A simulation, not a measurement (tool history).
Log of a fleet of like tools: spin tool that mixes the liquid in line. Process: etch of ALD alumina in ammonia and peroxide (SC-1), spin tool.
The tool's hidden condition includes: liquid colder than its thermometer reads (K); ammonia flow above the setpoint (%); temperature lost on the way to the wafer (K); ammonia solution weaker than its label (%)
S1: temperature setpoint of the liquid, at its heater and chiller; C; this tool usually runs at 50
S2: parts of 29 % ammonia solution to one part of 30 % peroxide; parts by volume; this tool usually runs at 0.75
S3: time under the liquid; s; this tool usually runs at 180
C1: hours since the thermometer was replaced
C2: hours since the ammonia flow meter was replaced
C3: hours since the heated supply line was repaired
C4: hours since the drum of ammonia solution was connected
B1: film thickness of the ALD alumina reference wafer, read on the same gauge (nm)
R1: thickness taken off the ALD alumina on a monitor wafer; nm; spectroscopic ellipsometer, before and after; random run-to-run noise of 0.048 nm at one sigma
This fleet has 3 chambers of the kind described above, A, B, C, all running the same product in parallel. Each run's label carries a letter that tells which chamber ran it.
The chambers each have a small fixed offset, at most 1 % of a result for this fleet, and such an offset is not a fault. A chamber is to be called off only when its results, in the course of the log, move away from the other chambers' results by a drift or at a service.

run 1B hour=6.4 | S1=50 S2=0.75 S3=180 | C1=349.2 C2=263.4 C3=1732.1 C4=517.7 | B1=29.997 | R1=7.7318
-- hour=11.5 chamber A: heated supply line repaired
run 2C hour=13.1 | S1=50 S2=0.75 S3=180 | C1=1077.1 C2=224.4 C3=868.1 C4=181.6 | B1=30.011 | R1=7.8188
run 3A hour=20.6 | S1=50 S2=0.75 S3=180 | C1=308.8 C2=1736.2 C3=9.1 C4=426.7 | B1=29.984 | R1=7.7719
run 4C hour=26.9 | S1=50 S2=0.75 S3=180 | C1=1090.9 C2=238.2 C3=881.9 C4=195.4 | B1=30.013 | R1=7.8351
run 5A hour=33.0 | S1=50 S2=0.75 S3=180 | C1=321.2 C2=1748.6 C3=21.5 C4=439.1 | B1=30.017 | R1=7.7222
run 6B hour=38.4 | S1=50 S2=0.75 S3=180 | C1=381.2 C2=295.4 C3=1764.1 C4=549.7 | B1=29.993 | R1=7.6969
run 7A hour=42.1 | S1=50 S2=0.75 S3=180 | C1=330.3 C2=1757.7 C3=30.6 C4=448.2 | B1=29.996 | R1=7.6112
run 8C hour=46.6 | S1=50 S2=0.75 S3=180 | C1=1110.6 C2=257.9 C3=901.6 C4=215.1 | B1=30.018 | R1=7.7425
run 9B hour=51.5 | S1=50 S2=0.75 S3=180 | C1=394.3 C2=308.5 C3=1777.2 C4=562.8 | B1=29.984 | R1=7.5843
run 10A hour=57.3 | S1=50 S2=0.75 S3=180 | C1=345.5 C2=1772.9 C3=45.8 C4=463.4 | B1=29.995 | R1=7.7360
-- hour=63.0 chamber B: new drum of ammonia solution connected
run 11B hour=64.9 | S1=50 S2=0.75 S3=180 | C1=407.7 C2=321.9 C3=1790.6 C4=1.9 | B1=29.976 | R1=7.7050
run 12C hour=71.7 | S1=50 S2=0.75 S3=180 | C1=1135.7 C2=283.0 C3=926.7 C4=240.2 | B1=30.003 | R1=7.7777
-- hour=77.3 chamber A: new drum of ammonia solution connected
run 13C hour=77.6 | S1=50 S2=0.75 S3=180 | C1=1141.6 C2=288.9 C3=932.6 C4=246.1 | B1=30.010 | R1=7.7630
run 14A hour=84.6 | S1=50 S2=0.75 S3=180 | C1=372.8 C2=1800.2 C3=73.1 C4=7.4 | B1=30.003 | R1=7.7641
run 15B hour=91.8 | S1=50 S2=0.75 S3=180 | C1=434.6 C2=348.8 C3=1817.5 C4=28.8 | B1=30.006 | R1=7.5785
run 16C hour=97.0 | S1=50 S2=0.95 S3=180 | C1=1161.0 C2=308.3 C3=952.0 C4=265.5 | B1=29.996 | R1=7.9776
-- hour=98.0 chamber C: new drum of ammonia solution connected
run 17A hour=103.8 | S1=50 S2=0.95 S3=180 | C1=392.0 C2=1819.4 C3=92.3 C4=26.6 | B1=30.001 | R1=7.8437
run 18B hour=107.5 | S1=50 S2=0.95 S3=180 | C1=450.3 C2=364.5 C3=1833.2 C4=44.5 | B1=29.993 | R1=7.7058
run 19A hour=113.1 | S1=50 S2=0.75 S3=180 | C1=401.3 C2=1828.7 C3=101.6 C4=35.9 | B1=30.016 | R1=7.6959
run 20B hour=118.5 | S1=50 S2=0.75 S3=180 | C1=461.3 C2=375.5 C3=1844.2 C4=55.5 | B1=29.984 | R1=7.5481
run 21C hour=122.4 | S1=50 S2=0.75 S3=180 | C1=1186.4 C2=333.7 C3=977.4 C4=24.5 | B1=30.021 | R1=7.7510
run 22A hour=128.1 | S1=50 S2=0.75 S3=180 | C1=416.3 C2=1843.7 C3=116.6 C4=50.9 | B1=29.994 | R1=7.7177
run 23B hour=135.7 | S1=50 S2=0.45 S3=245 | C1=478.5 C2=392.7 C3=1861.4 C4=72.7 | B1=30.011 | R1=9.7672
run 24C hour=139.3 | S1=50 S2=0.45 S3=245 | C1=1203.3 C2=350.6 C3=994.3 C4=41.4 | B1=29.975 | R1=10.1270
run 25C hour=145.9 | S1=50 S2=0.45 S3=245 | C1=1209.9 C2=357.2 C3=1000.9 C4=48.0 | B1=30.014 | R1=10.0560
run 26B hour=149.9 | S1=50 S2=0.75 S3=180 | C1=492.7 C2=406.9 C3=1875.6 C4=86.9 | B1=29.974 | R1=7.4185
run 27A hour=155.6 | S1=50 S2=0.75 S3=180 | C1=443.8 C2=1871.2 C3=144.1 C4=78.4 | B1=30.016 | R1=7.7085
run 28A hour=162.3 | S1=50 S2=0.75 S3=180 | C1=450.5 C2=1877.9 C3=150.8 C4=85.1 | B1=29.991 | R1=7.6782
run 29B hour=167.7 | S1=50 S2=0.75 S3=180 | C1=510.5 C2=424.7 C3=1893.4 C4=104.7 | B1=29.977 | R1=7.3907
run 30C hour=175.6 | S1=50 S2=0.75 S3=180 | C1=1239.6 C2=386.9 C3=1030.6 C4=77.7 | B1=29.999 | R1=7.7391
run 31A hour=180.0 | S1=50 S2=0.75 S3=180 | C1=468.2 C2=1895.6 C3=168.5 C4=102.8 | B1=29.998 | R1=7.7208
run 32B hour=186.4 | S1=50 S2=0.75 S3=180 | C1=529.2 C2=443.4 C3=1912.1 C4=123.4 | B1=29.979 | R1=7.3884

For the next run the whole fleet of 3 chambers uses the same settings. Give each chamber's results:
run 33A hour=192.1 | S1=50 S2=0.75 S3=115 | R1=?
run 33B hour=192.1 | S1=50 S2=0.75 S3=115 | R1=?
run 33C hour=192.1 | S1=50 S2=0.75 S3=115 | R1=?

run=33A R1=4.9291
run=33B R1=4.7580
run=33C R1=4.9856
